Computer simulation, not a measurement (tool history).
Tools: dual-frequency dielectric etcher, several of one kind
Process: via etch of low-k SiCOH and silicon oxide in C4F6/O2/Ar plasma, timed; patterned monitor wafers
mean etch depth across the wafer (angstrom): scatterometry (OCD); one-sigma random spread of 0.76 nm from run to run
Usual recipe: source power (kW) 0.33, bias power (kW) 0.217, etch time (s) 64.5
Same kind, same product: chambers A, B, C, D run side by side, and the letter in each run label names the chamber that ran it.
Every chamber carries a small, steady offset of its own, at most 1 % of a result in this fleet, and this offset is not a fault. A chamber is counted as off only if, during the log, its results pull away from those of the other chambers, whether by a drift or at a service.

run,hour,source power (kW),bias power (kW),etch time (s),"read-back reference wafer on the same gauge, depth_nm",mean etch depth across the wafer (angstrom)
1C,9.2,0.33,0.217,64.5,192.96,1670.5
2D,17.1,0.33,0.217,64.5,193.2,1679.9
3B,22.8,0.33,0.217,64.5,192.91,1640.6
# hour 25.1: chamber D: wet clean of the chamber
4A,30.8,0.33,0.217,64.5,193.19,1668.1
5A,39.8,0.33,0.217,64.5,193.13,1667.3
6C,48.5,0.33,0.217,64.5,193.06,1672.9
7D,54,0.33,0.217,74,192.65,1899.1
8B,60.3,0.33,0.217,74,192.88,1898.2
9A,69.4,0.33,0.217,74,192.95,1900.9
10B,75.1,0.33,0.217,74,193.06,1882.8
11C,81.9,0.33,0.217,47,192.91,1210.6
# hour 86.7: chamber A: wet clean of the chamber
12D,91.1,0.33,0.217,47,193.02,1219.6
13B,101.3,0.33,0.217,47,193.05,1190.6
# hour 107.9: chamber C: wet clean of the chamber
14C,113.8,0.33,0.217,47,192.89,1218.3
15A,125.7,0.33,0.187,64.5,192.97,1575
16D,138,0.33,0.187,64.5,193.06,1594.5
17D,147.8,0.33,0.187,64.5,193.03,1592.9
18A,157.6,0.33,0.187,64.5,193.1,1579.5
19B,168.9,0.33,0.217,64.5,193.11,1646.7
20C,181.1,0.33,0.217,64.5,192.93,1668.6
21B,188.7,0.33,0.217,64.5,192.86,1650.7
22D,198.5,0.33,0.217,64.5,192.88,1677
23C,206,0.33,0.217,64.5,192.79,1656.6
24A,216.4,0.33,0.217,64.5,193.02,1650.4
25A,226.6,0.33,0.217,64.5,192.96,1667.5
26D,232.6,0.33,0.217,64.5,192.99,1675
27C,245,0.33,0.217,64.5,192.96,1663.6
28B,257.1,0.33,0.217,64.5,193.15,1653.9
29C,267,0.33,0.217,64.5,192.97,1657.4
30A,278.7,0.33,0.217,64.5,192.86,1668.1
31B,291,0.33,0.25,72.5,192.85,1934.2
32D,303.5,0.33,0.25,72.5,193.12,1964.1
33B,310.2,0.33,0.25,72.5,193.16,1946.6
34C,322.7,0.33,0.25,72.5,192.92,1973.7
35A,328.1,0.33,0.217,64.5,192.98,1671.8

Predict what each chamber gives when all 4 of them run the settings below next.
36A,337.1,0.33,0.217,64.5,,?
36B,337.1,0.33,0.217,64.5,,?
36C,337.1,0.33,0.217,64.5,,?
36D,337.1,0.33,0.217,64.5,,?

run,mean etch depth across the wafer (angstrom)
36A,1659.6
36B,1657.1
36C,1671
36D,1665.3
